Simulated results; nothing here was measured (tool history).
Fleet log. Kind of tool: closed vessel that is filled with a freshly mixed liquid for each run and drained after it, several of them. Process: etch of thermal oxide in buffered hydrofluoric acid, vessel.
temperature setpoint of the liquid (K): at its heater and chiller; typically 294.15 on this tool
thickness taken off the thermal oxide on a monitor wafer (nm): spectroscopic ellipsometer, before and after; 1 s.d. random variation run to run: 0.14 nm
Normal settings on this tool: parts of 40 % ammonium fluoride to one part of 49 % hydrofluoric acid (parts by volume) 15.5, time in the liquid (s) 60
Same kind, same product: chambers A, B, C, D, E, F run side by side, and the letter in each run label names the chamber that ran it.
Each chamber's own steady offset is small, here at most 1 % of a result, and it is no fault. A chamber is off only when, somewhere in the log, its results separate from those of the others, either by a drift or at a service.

run	day	temperature setpoint of the liquid (K)	parts of 40 % ammonium fluoride to one part of 49 % hydrofluoric acid (parts by volume)	time in the liquid (s)	read-back film thickness of the thermal oxide reference wafer, read on the same gauge (nm)	thickness taken off the thermal oxide on a monitor wafer (nm)
1E	0.175	294.15	15.5	60	99.960	37.713
2A	0.321	294.15	15.5	60	100.010	37.008
3D	0.446	294.15	15.5	60	100.020	37.404
4C	0.629	294.15	15.5	60	99.999	37.641
5B	0.733	294.15	15.5	60	100.010	37.087
6F	0.908	294.15	15.5	60	100.000	37.896
7C	1.062	294.15	15.5	60	100.040	37.580
8A	1.233	294.15	15.5	60	99.999	37.231
9E	1.433	294.15	15.5	60	100.010	37.442
10D	1.646	294.15	15.5	40	99.955	24.948
11B	1.783	294.15	15.5	40	100.030	24.829
12F	1.875	294.15	15.5	40	100.010	25.211
13B	1.983	294.15	15.5	40	99.994	24.612
14C	2.142	294.15	15.5	40	99.987	25.061
15F	2.279	294.15	15.5	40	100.040	25.127
16D	2.400	294.15	15.5	60	99.984	37.195
17A	2.612	297.15	15.5	30	100.020	21.737
18E	2.829	297.15	15.5	30	100.030	22.124
19E	3.029	297.15	15.5	30	100.020	22.137
20D	3.146	297.15	15.5	30	100.000	22.072
21C	3.250	297.15	15.5	30	100.000	22.184
22B	3.458	297.15	15.5	30	99.989	21.869
23F	3.579	294.15	15.5	60	99.984	37.792
24A	3.750	294.15	15.5	60	100.040	37.177
25F	3.950	294.15	15.5	60	100.010	37.752
26A	4.121	294.15	15.5	60	99.994	37.081
27C	4.225	291.15	15.5	60	99.992	32.005
28B	4.421	291.15	15.5	60	100.010	31.314
29E	4.633	291.15	15.5	60	99.981	31.799
30D	4.812	291.15	15.5	60	100.000	31.761
31D	4.996	291.15	15.5	60	99.995	31.455
32C	5.162	291.15	15.5	60	100.030	31.881
33F	5.308	294.15	15.5	60	100.010	38.000
34B	5.438	294.15	15.5	90	100.010	55.288
35A	5.592	294.15	15.5	90	99.963	55.617
36E	5.771	294.15	15.5	90	100.010	56.492
37F	5.875	294.15	15.5	90	99.996	56.770

What goes on in this fleet: one chamber off, a drifting gauge, or nothing beyond the chambers' own small offsets? Name the chamber and the cause, if any.

Neither any chamber nor the gauge drifts; the chambers differ only by their own small, steady offsets.

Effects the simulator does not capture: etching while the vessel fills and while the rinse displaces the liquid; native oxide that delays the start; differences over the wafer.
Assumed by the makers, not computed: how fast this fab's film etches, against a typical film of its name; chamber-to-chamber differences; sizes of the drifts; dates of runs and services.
